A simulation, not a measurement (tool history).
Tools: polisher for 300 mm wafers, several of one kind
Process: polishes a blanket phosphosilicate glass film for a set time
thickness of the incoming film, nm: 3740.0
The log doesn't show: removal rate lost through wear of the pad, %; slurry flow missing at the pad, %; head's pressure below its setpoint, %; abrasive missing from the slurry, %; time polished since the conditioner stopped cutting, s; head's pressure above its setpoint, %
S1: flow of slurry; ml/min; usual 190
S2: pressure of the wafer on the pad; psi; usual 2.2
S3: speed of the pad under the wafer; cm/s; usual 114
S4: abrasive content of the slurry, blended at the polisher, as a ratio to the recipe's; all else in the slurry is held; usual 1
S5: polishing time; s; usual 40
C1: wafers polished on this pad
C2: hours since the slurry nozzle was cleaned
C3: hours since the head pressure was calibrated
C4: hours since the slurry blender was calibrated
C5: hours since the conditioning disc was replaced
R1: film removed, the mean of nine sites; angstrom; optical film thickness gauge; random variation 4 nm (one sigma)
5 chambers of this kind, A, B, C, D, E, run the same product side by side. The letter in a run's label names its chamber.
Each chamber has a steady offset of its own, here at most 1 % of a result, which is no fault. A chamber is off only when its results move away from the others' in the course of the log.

run     day   S1   S2   S3    S4  S5    C1     C2      C3     C4     C5      R1
      0.121  -- chamber D: worn pad replaced by a new one
 1E   0.471  190  2.2  114     1  40   432  181.4   962.1  335.4  458.6  3091.6
 2A    0.95  190  2.2  114     1  40   987  242.6   142.7   50.2  101.9  3089.1
      1.017  -- chamber E: conditioning disc replaced and pad reconditioned
        1.5  -- chamber C: worn pad replaced by a new one
 3C   1.625  190  2.2  114     1  40    45    223   233.2  240.8  300.3  3089.3
      1.829  -- chamber B: worn pad replaced by a new one
 4B   2.171  190  2.2  114     1  40   122  179.9   386.1  194.9  104.1  3020.1
 5D   2.812  190  2.2  114     1  40   958  553.6   244.8  247.2  211.6  3065.2
      3.162  -- chamber A: worn pad replaced by a new one
 6C   3.254  190  2.2  114     1  40   625  262.1   272.3  279.9  339.4  3029.7
      3.271  -- chamber E: slurry blender recalibrated
 7D    3.65  190  2.2  114     1  40  1256  573.7   264.9  267.3  231.7  3130.5
 8A   4.046  190  2.2  114     1  40   315  316.9     217  124.5  176.2  3016.2
      4.079  -- chamber E: worn pad replaced by a new one
      4.362  -- chamber B: slurry nozzle cleaned
      4.529  -- chamber D: worn pad replaced by a new one
 9E   4.575  190  2.2  114     1  40   177  279.9  1060.6   31.4   85.5  3104.4
       4.65  -- chamber A: slurry blender recalibrated
        4.9  -- chamber D: slurry blender recalibrated
10B   5.108  190  2.2  114     1  40  1168   17.9   456.6  265.4  174.6  3145.1
      5.425  -- chamber C: worn pad replaced by a new one
11D   5.654  190  2.2  114     1  40   401  621.8     313   18.1  279.8  3069.5
      5.717  -- chamber B: worn pad replaced by a new one
      6.154  -- chamber E: head pressure recalibrated
12E   6.304  190  2.2  114     1  40   793  321.4     3.6   72.9    127    3065
13C   6.846  190  2.2  114     1  40   506  348.3   358.5  366.1  425.6  2966.5
14A   7.312  190  2.2  114     1  40  1478  395.3   295.4   63.9  254.6  3103.8
      7.346  -- chamber A: worn pad replaced by a new one
15B    7.95  190  2.2  114     1  40   796   86.1   524.8  333.6  242.8  3070.6
16C   8.383  190  2.2  114     1  40  1054  385.2   395.4    403  462.5  3040.4
        8.4  -- chamber D: worn pad replaced by a new one
17B   8.808  190  2.2  114     1  40  1102  106.7   545.4  354.2  263.4  3089.6
      8.946  -- chamber E: worn pad replaced by a new one
18A   9.346  190  2.2  114     1  40   712  444.1   344.2  112.7  303.4  3056.9
      9.808  -- chamber B: worn pad replaced by a new one
19E   9.929  190  2.2  114     1  40   350  408.4    90.6  159.9    214    3028
      9.933  -- chamber C: worn pad replaced by a new one
      10.45  -- chamber B: head pressure recalibrated
20D  10.525  190  2.2  114     1  40   756  738.7   429.9    135  396.7  3088.9
     10.733  -- chamber B: slurry blender recalibrated
21C  10.938  190  2.2  114     1  40   358  446.5   456.7  464.3  523.8  2903.2
     11.171  -- chamber A: slurry blender recalibrated
     11.379  -- chamber A: worn pad replaced by a new one
22D  11.612  190  2.2  114     1  40  1143  764.8     456  161.1  422.8  3071.1
23A  12.104  190  2.2  114     1  40   258  510.3   410.4   22.5  369.6    3105
     12.242  -- chamber B: slurry nozzle cleaned
     12.354  -- chamber E: slurry nozzle cleaned
24B  12.783  190  2.2  114     1  40  1059     13    56.1   49.2  358.8  3108.3
25E  13.146  190  2.2  114     1  40  1496   19.1   167.8  237.1  291.2  3021.2
     13.583  -- chamber D: worn pad replaced by a new one
26C  13.729  190  2.2  114     1  40  1352  513.5   523.7  531.3  590.8  2878.2
      13.75  -- chamber E: worn pad replaced by a new one
     13.996  -- chamber C: worn pad replaced by a new one
27A  14.038  190  1.4  150     1  40   947  556.7   456.8   68.9    416  2408.2
     14.054  -- chamber B: worn pad replaced by a new one
     14.079  -- chamber D: slurry nozzle cleaned
28B  14.529  190  1.4  150     1  40   169   54.9      98   91.1  400.7  2479.2
29E  15.125  190  1.4  150     1  40   490   66.6   215.3  284.6  338.7  2412.7
     15.267  -- chamber A: conditioning disc replaced and pad reconditioned
30D  15.796  190  1.4  150     1  40   789   41.3   556.4  261.5  523.2  2410.6
     16.092  -- chamber A: worn pad replaced by a new one
31D  16.217  190  1.4  150     1  40   939   51.4   566.5  271.6  533.3  2451.2
     16.362  -- chamber C: conditioning disc replaced and pad reconditioned
32B  16.871  190  2.2  114  1.25  32  1003  111.1   154.2  147.3  456.9  2770.1
     17.425  -- chamber D: slurry blender recalibrated
33A  17.442  190  2.2  114  1.25  32   481  638.4   538.5  150.6   52.3  2700.4
     17.738  -- chamber E: conditioning disc replaced and pad reconditioned
34E  17.808  190  2.2  114  1.25  32  1445    131   279.7    349    1.8  2634.9
     17.862  -- chamber E: worn pad replaced by a new one
     17.979  -- chamber D: conditioning disc replaced and pad reconditioned
     18.358  -- chamber D: worn pad replaced by a new one
35C  18.408  190  2.2  114  1.25  32  1572  625.8     636  643.6   49.1  2528.5
     18.529  -- chamber A: slurry blender recalibrated
     18.796  -- chamber C: worn pad replaced by a new one
36B    18.8  190  2.2  114  1.25  32  1690  157.4   200.5  193.6  503.2  2658.7
     19.071  -- chamber B: worn pad replaced by a new one
37E  19.146  190  2.2  114     1  40   457  163.1   311.8  381.1   33.9  3104.4
     19.558  -- chamber E: slurry blender recalibrated
38A  19.683  190  2.2  114     1  40  1279  692.2   592.3   27.8  106.1  3076.5
39D  20.075  190  2.2  114     1  40   612    144   659.1   63.6   50.3  3085.3
      20.35  -- chamber A: worn pad replaced by a new one
40C  20.504  190  2.2  142     1  40   609  676.1   686.3  693.9   99.4  3262.1
      20.85  -- chamber B: conditioning disc replaced and pad reconditioned
41E   21.15  190  2.2  142     1  40  1171  211.2   359.9   38.3     82  3698.5
42A  21.679  190  2.2  142     1  40   474  740.1   640.2   75.7    154    3609
     21.783  -- chamber B: slurry nozzle cleaned
43C   22.35  190  2.2  142     1  40  1266  720.4   730.6  738.2  143.7  3268.4
44B  22.662  190  2.2  142     1  40  1278   21.1   293.2  286.3   43.6  3588.6

All 5 chambers run these settings next. Forecast each chamber's results:
45A  23.15  190  2.2  114   1  40                       ?
45B  23.15  190  2.2  114   1  40                       ?
45C  23.15  190  2.2  114   1  40                       ?
45D  23.15  190  2.2  114   1  40                       ?
45E  23.15  190  2.2  114   1  40                       ?

run      R1
45A  3152.3
45B  3058.8
45C  2704.3
45D  3024.9
45E  2984.4
